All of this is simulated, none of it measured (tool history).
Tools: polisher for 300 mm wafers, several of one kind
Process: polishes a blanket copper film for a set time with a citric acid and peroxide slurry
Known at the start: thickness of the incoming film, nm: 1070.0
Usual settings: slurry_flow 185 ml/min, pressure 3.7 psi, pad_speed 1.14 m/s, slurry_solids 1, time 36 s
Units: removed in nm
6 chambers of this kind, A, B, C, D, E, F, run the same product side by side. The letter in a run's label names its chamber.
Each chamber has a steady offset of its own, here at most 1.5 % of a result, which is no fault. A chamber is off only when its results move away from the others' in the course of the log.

| run | hour | slurry_flow | pressure | pad_speed | slurry_solids | time | wafers polished on this pad | hours since the slurry nozzle was cleaned | hours since the head pressure was calibrated | hours since the slurry blender was calibrated | removed |
|---|---|---|---|---|---|---|---|---|---|---|---|
| 1E | 7.0 | 185 | 3.7 | 1.14 | 1 | 36 | 984 | 291.3 | 1088.2 | 32.1 | 115.36 |
| 2D | 11.4 | 185 | 3.7 | 1.14 | 1 | 36 | 568 | 299.8 | 118.5 | 57.0 | 112.50 |
|  | 15.8 | chamber B: worn pad replaced by a new one |
| 3B | 18.3 | 185 | 3.7 | 1.14 | 1 | 36 | 20 | 205.3 | 503.8 | 22.1 | 116.30 |
|  | 22.5 | chamber F: worn pad replaced by a new one |
| 4C | 24.1 | 185 | 3.7 | 1.14 | 1 | 36 | 560 | 501.6 | 473.9 | 195.3 | 114.25 |
|  | 26.9 | chamber E: head pressure recalibrated |
| 5F | 32.6 | 185 | 3.7 | 1.14 | 1 | 36 | 83 | 611.0 | 389.4 | 285.8 | 116.18 |
| 6A | 40.5 | 185 | 3.7 | 1.14 | 1 | 36 | 887 | 152.6 | 729.5 | 126.3 | 114.31 |
|  | 41.8 | chamber C: worn pad replaced by a new one |
|  | 43.0 | chamber A: worn pad replaced by a new one |
| 7E | 48.1 | 185 | 3.7 | 1.14 | 1 | 36 | 1320 | 332.4 | 21.2 | 73.2 | 115.07 |
|  | 49.7 | chamber E: worn pad replaced by a new one |
| 8A | 52.9 | 185 | 3.7 | 1.14 | 1 | 36 | 81 | 165.0 | 741.9 | 138.7 | 115.57 |
| 9F | 60.4 | 185 | 3.7 | 1.14 | 1 | 36 | 310 | 638.8 | 417.2 | 313.6 | 115.49 |
|  | 66.5 | chamber F: head pressure recalibrated |
| 10D | 68.9 | 185 | 3.7 | 1.14 | 1 | 36 | 1038 | 357.3 | 176.0 | 114.5 | 112.85 |
| 11B | 77.9 | 185 | 3.7 | 1.14 | 1 | 36 | 507 | 264.9 | 563.4 | 81.7 | 114.98 |
|  | 78.3 | chamber D: worn pad replaced by a new one |
|  | 80.3 | chamber E: slurry nozzle cleaned |
|  | 85.7 | chamber A: slurry nozzle cleaned |
| 12C | 86.1 | 185 | 3.7 | 1.14 | 1 | 36 | 362 | 563.6 | 535.9 | 257.3 | 113.45 |
|  | 91.4 | chamber A: slurry blender recalibrated |
| 13A | 94.3 | 185 | 3.7 | 1.14 | 1 | 36 | 419 | 8.7 | 783.3 | 2.9 | 113.43 |
| 14D | 99.6 | 185 | 3.7 | 1.14 | 1 | 36 | 174 | 388.0 | 206.7 | 145.2 | 112.35 |
|  | 102.2 | chamber B: slurry nozzle cleaned |
| 15F | 107.4 | 185 | 3.7 | 1.14 | 1 | 36 | 694 | 685.8 | 41.0 | 360.6 | 115.40 |
|  | 113.0 | chamber F: worn pad replaced by a new one |
| 16C | 114.7 | 185 | 3.7 | 1.14 | 1 | 36 | 596 | 592.2 | 564.5 | 285.9 | 114.73 |
| 17B | 123.4 | 185 | 3.7 | 1.14 | 1 | 36 | 879 | 21.3 | 608.9 | 127.2 | 116.16 |
|  | 124.1 | chamber B: head pressure recalibrated |
|  | 126.2 | chamber C: worn pad replaced by a new one |
| 18E | 128.8 | 185 | 3.7 | 1.14 | 1 | 36 | 646 | 48.6 | 101.9 | 153.9 | 114.94 |
|  | 132.8 | chamber B: slurry blender recalibrated |
| 19B | 134.0 | 185 | 3.7 | 1.14 | 1 | 36 | 965 | 31.9 | 10.0 | 1.2 | 114.46 |
| 20C | 138.2 | 185 | 3.7 | 1.14 | 1 | 36 | 98 | 615.7 | 588.0 | 309.4 | 113.91 |
| 21D | 143.1 | 185 | 3.7 | 1.14 | 1 | 36 | 529 | 431.5 | 250.2 | 188.7 | 112.86 |
| 22E | 150.6 | 210 | 3.7 | 1.14 | 1 | 36 | 824 | 70.4 | 123.7 | 175.7 | 117.02 |
| 23F | 157.9 | 210 | 3.7 | 1.14 | 1 | 36 | 366 | 736.3 | 91.5 | 411.1 | 117.03 |
|  | 160.5 | chamber F: slurry blender recalibrated |
| 24A | 165.2 | 210 | 3.7 | 1.14 | 1 | 36 | 998 | 79.6 | 854.2 | 73.8 | 116.83 |
|  | 169.2 | chamber D: slurry nozzle cleaned |
| 25C | 171.2 | 210 | 3.7 | 1.14 | 1 | 36 | 368 | 648.7 | 621.0 | 342.4 | 116.38 |
|  | 173.5 | chamber B: worn pad replaced by a new one |
| 26B | 180.3 | 210 | 3.7 | 1.14 | 1 | 36 | 56 | 78.2 | 56.3 | 47.5 | 117.53 |
| 27E | 187.3 | 210 | 3.7 | 1.14 | 1 | 36 | 1124 | 107.1 | 160.4 | 212.4 | 116.19 |
|  | 187.5 | chamber A: worn pad replaced by a new one |
|  | 191.4 | chamber C: slurry nozzle cleaned |
| 28A | 194.9 | 185 | 3.7 | 1.14 | 1 | 36 | 60 | 109.3 | 883.9 | 103.5 | 114.06 |
| 29D | 202.6 | 185 | 3.7 | 1.14 | 1 | 36 | 1015 | 33.5 | 309.7 | 248.2 | 113.60 |
| 30F | 209.5 | 185 | 3.7 | 1.14 | 1 | 36 | 788 | 787.9 | 143.1 | 49.0 | 117.31 |
|  | 212.9 | chamber C: worn pad replaced by a new one |
| 31D | 216.8 | 160 | 3.7 | 1.14 | 1 | 36 | 1131 | 47.7 | 323.9 | 262.4 | 111.20 |
|  | 217.0 | chamber D: worn pad replaced by a new one |
| 32E | 221.9 | 160 | 3.7 | 1.14 | 1 | 36 | 1407 | 141.7 | 195.0 | 247.0 | 112.98 |
|  | 227.4 | chamber F: worn pad replaced by a new one |
| 33C | 229.9 | 160 | 3.7 | 1.14 | 1 | 36 | 139 | 38.5 | 679.7 | 401.1 | 113.05 |
|  | 231.8 | chamber D: slurry blender recalibrated |
| 34F | 237.6 | 160 | 3.7 | 1.14 | 1 | 36 | 83 | 816.0 | 171.2 | 77.1 | 113.39 |
| 35A | 244.8 | 160 | 3.7 | 1.14 | 1 | 36 | 468 | 159.2 | 933.8 | 153.4 | 112.74 |
| 36B | 253.1 | 160 | 3.7 | 1.14 | 1 | 36 | 651 | 151.0 | 129.1 | 120.3 | 112.92 |
| 37D | 259.0 | 185 | 3.7 | 1.14 | 1 | 36 | 343 | 89.9 | 366.1 | 27.2 | 112.25 |
| 38B | 265.7 | 185 | 3.7 | 1.14 | 1 | 36 | 754 | 163.6 | 141.7 | 132.9 | 116.02 |
|  | 270.4 | chamber A: slurry blender recalibrated |
| 39A | 274.9 | 185 | 3.7 | 1.14 | 1 | 36 | 714 | 189.3 | 963.9 | 4.5 | 114.90 |

Is one chamber off against the others, does the gauge drift, or is nothing wrong? If a chamber is off, say which, and what the likeliest cause is.

No chamber stands off beyond its own small offset, and the gauge holds steady.
